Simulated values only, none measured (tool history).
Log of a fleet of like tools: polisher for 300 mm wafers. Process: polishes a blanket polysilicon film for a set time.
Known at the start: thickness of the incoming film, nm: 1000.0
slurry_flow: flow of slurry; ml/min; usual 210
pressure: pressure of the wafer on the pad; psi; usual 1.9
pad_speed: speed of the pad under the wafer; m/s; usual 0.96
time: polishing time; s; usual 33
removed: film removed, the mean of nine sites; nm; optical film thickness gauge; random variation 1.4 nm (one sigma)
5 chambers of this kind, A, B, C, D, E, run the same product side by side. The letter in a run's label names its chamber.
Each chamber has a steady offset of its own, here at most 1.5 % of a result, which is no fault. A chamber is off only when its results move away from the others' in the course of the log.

{"run": "1B", "hour": 9.0, "slurry_flow": 210, "pressure": 1.9, "pad_speed": 0.96, "time": 33, "removed": 157.03}
{"run": "2C", "hour": 18.3, "slurry_flow": 210, "pressure": 1.9, "pad_speed": 0.96, "time": 33, "removed": 160.02}
{"run": "3E", "hour": 24.3, "slurry_flow": 210, "pressure": 1.9, "pad_speed": 0.96, "time": 33, "removed": 159.16}
{"hour": 31.5, "done": "chamber C: worn pad replaced by a new one"}
{"run": "4A", "hour": 34.6, "slurry_flow": 210, "pressure": 1.9, "pad_speed": 0.96, "time": 33, "removed": 157.41}
{"run": "5D", "hour": 45.2, "slurry_flow": 210, "pressure": 1.9, "pad_speed": 0.96, "time": 33, "removed": 157.42}
{"run": "6C", "hour": 54.7, "slurry_flow": 210, "pressure": 2.3, "pad_speed": 1.1, "time": 33, "removed": 219.38}
{"hour": 58.2, "done": "chamber D: worn pad replaced by a new one"}
{"hour": 61.8, "done": "chamber E: worn pad replaced by a new one"}
{"run": "7B", "hour": 65.1, "slurry_flow": 210, "pressure": 2.3, "pad_speed": 1.1, "time": 33, "removed": 217.67}
{"hour": 73.9, "done": "chamber B: slurry nozzle cleaned"}
{"hour": 74.1, "done": "chamber A: head pressure recalibrated"}
{"run": "8D", "hour": 77.7, "slurry_flow": 210, "pressure": 2.3, "pad_speed": 1.1, "time": 33, "removed": 217.6}
{"hour": 90.9, "done": "chamber B: worn pad replaced by a new one"}
{"run": "9A", "hour": 90.9, "slurry_flow": 210, "pressure": 2.3, "pad_speed": 1.1, "time": 33, "removed": 217.16}
{"run": "10E", "hour": 98.6, "slurry_flow": 210, "pressure": 2.3, "pad_speed": 1.1, "time": 33, "removed": 220.89}
{"run": "11B", "hour": 111.4, "slurry_flow": 210, "pressure": 1.9, "pad_speed": 0.96, "time": 33, "removed": 155.87}
{"hour": 115.0, "done": "chamber E: slurry nozzle cleaned"}
{"hour": 116.0, "done": "chamber D: slurry nozzle cleaned"}
{"run": "12E", "hour": 122.3, "slurry_flow": 210, "pressure": 1.9, "pad_speed": 0.96, "time": 33, "removed": 160.06}
{"run": "13C", "hour": 131.9, "slurry_flow": 210, "pressure": 1.9, "pad_speed": 0.96, "time": 33, "removed": 156.82}
{"hour": 135.5, "done": "chamber C: worn pad replaced by a new one"}
{"run": "14D", "hour": 138.0, "slurry_flow": 145, "pressure": 1.3, "pad_speed": 0.96, "time": 33, "removed": 102.88}
{"hour": 143.2, "done": "chamber E: worn pad replaced by a new one"}
{"hour": 147.5, "done": "chamber D: worn pad replaced by a new one"}
{"run": "15A", "hour": 149.6, "slurry_flow": 145, "pressure": 1.3, "pad_speed": 0.96, "time": 33, "removed": 99.807}
{"run": "16A", "hour": 161.5, "slurry_flow": 145, "pressure": 1.3, "pad_speed": 0.96, "time": 33, "removed": 99.23}
{"run": "17E", "hour": 174.4, "slurry_flow": 145, "pressure": 1.3, "pad_speed": 0.96, "time": 33, "removed": 102.09}
{"hour": 183.1, "done": "chamber B: worn pad replaced by a new one"}
{"run": "18B", "hour": 187.8, "slurry_flow": 145, "pressure": 1.3, "pad_speed": 0.96, "time": 33, "removed": 101.01}
{"run": "19C", "hour": 196.0, "slurry_flow": 210, "pressure": 1.9, "pad_speed": 0.96, "time": 33, "removed": 159.9}
{"run": "20D", "hour": 205.7, "slurry_flow": 175, "pressure": 1.3, "pad_speed": 0.96, "time": 33, "removed": 104.71}
{"run": "21A", "hour": 219.0, "slurry_flow": 175, "pressure": 1.3, "pad_speed": 0.96, "time": 33, "removed": 102.42}
{"hour": 223.1, "done": "chamber C: worn pad replaced by a new one"}
{"run": "22C", "hour": 228.7, "slurry_flow": 175, "pressure": 1.3, "pad_speed": 0.96, "time": 33, "removed": 103.92}
{"hour": 233.8, "done": "chamber E: worn pad replaced by a new one"}
{"run": "23E", "hour": 236.6, "slurry_flow": 175, "pressure": 1.3, "pad_speed": 0.96, "time": 33, "removed": 105.42}
{"hour": 249.0, "done": "chamber D: worn pad replaced by a new one"}
{"run": "24B", "hour": 249.5, "slurry_flow": 175, "pressure": 1.3, "pad_speed": 0.96, "time": 33, "removed": 104.09}
{"run": "25D", "hour": 256.5, "slurry_flow": 210, "pressure": 1.9, "pad_speed": 0.96, "time": 33, "removed": 157.35}
{"run": "26B", "hour": 269.8, "slurry_flow": 210, "pressure": 1.9, "pad_speed": 0.96, "time": 33, "removed": 157.05}
{"hour": 280.0, "done": "chamber B: worn pad replaced by a new one"}
{"run": "27C", "hour": 282.5, "slurry_flow": 210, "pressure": 1.9, "pad_speed": 0.96, "time": 33, "removed": 156.97}
{"run": "28A", "hour": 295.9, "slurry_flow": 210, "pressure": 1.9, "pad_speed": 0.96, "time": 33, "removed": 146.09}
{"run": "29E", "hour": 305.5, "slurry_flow": 210, "pressure": 1.9, "pad_speed": 0.96, "time": 33, "removed": 160.72}
{"run": "30D", "hour": 312.0, "slurry_flow": 210, "pressure": 1.9, "pad_speed": 0.96, "time": 33, "removed": 154.1}
{"hour": 313.0, "done": "chamber B: head pressure recalibrated"}
{"run": "31C", "hour": 321.4, "slurry_flow": 140, "pressure": 1.9, "pad_speed": 0.96, "time": 33, "removed": 146.96}
{"hour": 323.9, "done": "chamber E: slurry nozzle cleaned"}
{"hour": 329.0, "done": "chamber C: worn pad replaced by a new one"}
{"run": "32A", "hour": 329.8, "slurry_flow": 140, "pressure": 1.9, "pad_speed": 0.96, "time": 33, "removed": 137.31}
{"hour": 330.5, "done": "chamber E: worn pad replaced by a new one"}
{"run": "33D", "hour": 341.2, "slurry_flow": 140, "pressure": 1.9, "pad_speed": 0.96, "time": 33, "removed": 147.93}
{"hour": 349.1, "done": "chamber D: head pressure recalibrated"}
{"hour": 350.7, "done": "chamber D: worn pad replaced by a new one"}
{"run": "34B", "hour": 352.1, "slurry_flow": 140, "pressure": 1.9, "pad_speed": 0.96, "time": 33, "removed": 146.89}
{"run": "35E", "hour": 361.9, "slurry_flow": 140, "pressure": 1.9, "pad_speed": 0.96, "time": 33, "removed": 147.92}
{"run": "36B", "hour": 372.0, "slurry_flow": 255, "pressure": 1.9, "pad_speed": 0.96, "time": 43, "removed": 205.39}
{"run": "37C", "hour": 384.8, "slurry_flow": 255, "pressure": 1.9, "pad_speed": 0.96, "time": 43, "removed": 210.65}
{"run": "38D", "hour": 394.0, "slurry_flow": 255, "pressure": 1.9, "pad_speed": 0.96, "time": 43, "removed": 210.14}
{"run": "39E", "hour": 405.9, "slurry_flow": 255, "pressure": 1.9, "pad_speed": 0.96, "time": 43, "removed": 211.11}
{"run": "40A", "hour": 418.6, "slurry_flow": 255, "pressure": 1.9, "pad_speed": 0.96, "time": 43, "removed": 192.65}
{"hour": 424.6, "done": "chamber E: worn pad replaced by a new one"}
{"hour": 425.2, "done": "chamber C: worn pad replaced by a new one"}
{"run": "41D", "hour": 431.4, "slurry_flow": 210, "pressure": 2.5, "pad_speed": 0.96, "time": 43, "removed": 268.65}
{"run": "42C", "hour": 442.9, "slurry_flow": 210, "pressure": 2.5, "pad_speed": 0.96, "time": 43, "removed": 268.02}
{"run": "43A", "hour": 452.3, "slurry_flow": 210, "pressure": 2.5, "pad_speed": 0.96, "time": 43, "removed": 240.7}
{"run": "44E", "hour": 464.1, "slurry_flow": 210, "pressure": 2.5, "pad_speed": 0.96, "time": 43, "removed": 274.51}

Next, every chamber runs the same settings. What will each give?
{"run": "45A", "hour": 473.7, "slurry_flow": 280, "pressure": 1.9, "pad_speed": 0.96, "time": 33, "removed": "?"}
{"run": "45B", "hour": 473.7, "slurry_flow": 280, "pressure": 1.9, "pad_speed": 0.96, "time": 33, "removed": "?"}
{"run": "45C", "hour": 473.7, "slurry_flow": 280, "pressure": 1.9, "pad_speed": 0.96, "time": 33, "removed": "?"}
{"run": "45D", "hour": 473.7, "slurry_flow": 280, "pressure": 1.9, "pad_speed": 0.96, "time": 33, "removed": "?"}
{"run": "45E", "hour": 473.7, "slurry_flow": 280, "pressure": 1.9, "pad_speed": 0.96, "time": 33, "removed": "?"}

run=45A removed=143.190
run=45B removed=162.020
run=45C removed=161.080
run=45D removed=162.380
run=45E removed=164.190

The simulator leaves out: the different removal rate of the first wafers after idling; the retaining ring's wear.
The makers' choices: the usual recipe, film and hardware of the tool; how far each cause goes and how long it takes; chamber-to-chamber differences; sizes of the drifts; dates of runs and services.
